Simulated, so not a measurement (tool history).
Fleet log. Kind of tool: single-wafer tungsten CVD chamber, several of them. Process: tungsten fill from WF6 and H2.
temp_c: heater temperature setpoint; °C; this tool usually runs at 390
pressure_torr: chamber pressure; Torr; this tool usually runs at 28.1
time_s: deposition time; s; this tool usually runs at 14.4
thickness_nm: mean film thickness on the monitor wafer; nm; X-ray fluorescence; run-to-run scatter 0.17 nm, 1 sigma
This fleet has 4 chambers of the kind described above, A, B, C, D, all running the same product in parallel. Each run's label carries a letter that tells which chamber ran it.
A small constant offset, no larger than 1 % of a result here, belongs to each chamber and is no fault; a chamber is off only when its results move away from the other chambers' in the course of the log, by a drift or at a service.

| run | day | temp_c | pressure_torr | time_s | read-back reference wafer on the same gauge, thickness_nm | thickness_nm |
|---|---|---|---|---|---|---|
| 1A | 0.45 | 390 | 28.1 | 14.4 | 39.115 | 33.749 |
| 2D | 0.875 | 390 | 28.1 | 14.4 | 39.06 | 33.202 |
| 3B | 1.442 | 390 | 28.1 | 14.4 | 39.119 | 33.331 |
| 4C | 1.904 | 390 | 28.1 | 14.4 | 39.118 | 33.472 |
| 5B | 2.288 | 390 | 28.1 | 14.4 | 39.125 | 33.648 |
| 6D | 2.588 | 390 | 28.1 | 14.4 | 39.116 | 33.255 |
| 7A | 3.179 | 390 | 28.1 | 14.4 | 39.118 | 33.898 |
| 8C | 3.758 | 390 | 28.1 | 14.4 | 39.074 | 33.716 |
| 9C | 4.238 | 390 | 28.1 | 14.4 | 39.151 | 33.529 |
| 10B | 4.55 | 390 | 28.1 | 14.4 | 39.095 | 33.568 |
| 11D | 4.979 | 390 | 28.1 | 14.4 | 39.147 | 33.286 |
| 12A | 5.512 | 390 | 28.1 | 14.4 | 39.107 | 33.793 |
| 13D | 6 | 390 | 28.1 | 14.4 | 39.049 | 33.621 |
| 14B | 6.288 | 390 | 28.1 | 14.4 | 39.16 | 33.647 |
| 15A | 6.629 | 390 | 28.1 | 14.4 | 39.043 | 34.315 |
| 16C | 7.179 | 390 | 28.1 | 14.4 | 39.093 | 33.472 |
| 17B | 7.517 | 390 | 28.1 | 14.4 | 39.113 | 33.28 |
| 18A | 7.888 | 390 | 28.1 | 14.4 | 39.094 | 34.706 |
| 19D | 8.146 | 390 | 28.1 | 14.4 | 39.137 | 33.35 |
|  | 8.171 | chamber A: capacitance manometer re-zeroed and calibrated |
| 20C | 8.5 | 390 | 28.1 | 14.4 | 39.11 | 33.048 |
| 21C | 8.871 | 390 | 28.1 | 14.4 | 39.076 | 33.524 |
|  | 9.279 | chamber B: capacitance manometer re-zeroed and calibrated |
| 22D | 9.346 | 390 | 28.1 | 14.4 | 39.151 | 33.08 |
| 23B | 9.75 | 375 | 28.1 | 12.7 | 39.109 | 21.71 |
| 24A | 10.062 | 375 | 28.1 | 12.7 | 39.088 | 22.762 |
| 25C | 10.333 | 375 | 28.1 | 12.7 | 39.088 | 21.59 |
| 26B | 10.667 | 375 | 28.1 | 12.7 | 39.063 | 21.662 |
| 27A | 11.15 | 390 | 28.1 | 14.4 | 39.061 | 34.791 |
| 28D | 11.604 | 398 | 28.1 | 13.4 | 39.058 | 36.058 |
| 29C | 12.108 | 398 | 28.1 | 13.4 | 39.129 | 36.306 |
| 30B | 12.446 | 398 | 28.1 | 13.4 | 39.116 | 36.188 |
| 31D | 12.721 | 398 | 28.1 | 13.4 | 39.138 | 35.894 |

Has any chamber moved away from the others, gradually or after a service, or does the common gauge drift, or do the chambers differ only by their own small steady offsets? State the chamber and the most likely cause if one applies.

Chamber A drifts away from the others.
Most likely cause: wafer temperature above the value expected at the setpoint (K) = 2.97.

Below are 4 candidate recipes for chamber A's next run, each the usual settings with a change, their results shown as question marks. Which of them brings A's results back in line with what the other chambers give on the usual settings?
To be in line, a result may differ from the other chambers' mean on the usual settings by at most: thickness_nm 0.58 nm
| 32A-1 | 13.154 | 394 | 28.8 | 14.9 |  | ? |
| 32A-2 | 13.154 | 392 | 28.5 | 14.7 |  | ? |
| 32A-3 | 13.154 | 387 | 27.5 | 14.4 |  | ? |
| 32A-4 | 13.154 | 384 | 28.1 | 14.4 |  | ? |

Average result of the remaining chambers running the usual settings: thickness_nm 33.464 nm
| run | thickness_nm |
|---|---|
| 32A-1 | 40.375 |
| 32A-2 | 38.15 |
| 32A-3 | 33.364 |
| 32A-4 | 31.755 |
It is 32A-3 that realigns the chamber with its peers.

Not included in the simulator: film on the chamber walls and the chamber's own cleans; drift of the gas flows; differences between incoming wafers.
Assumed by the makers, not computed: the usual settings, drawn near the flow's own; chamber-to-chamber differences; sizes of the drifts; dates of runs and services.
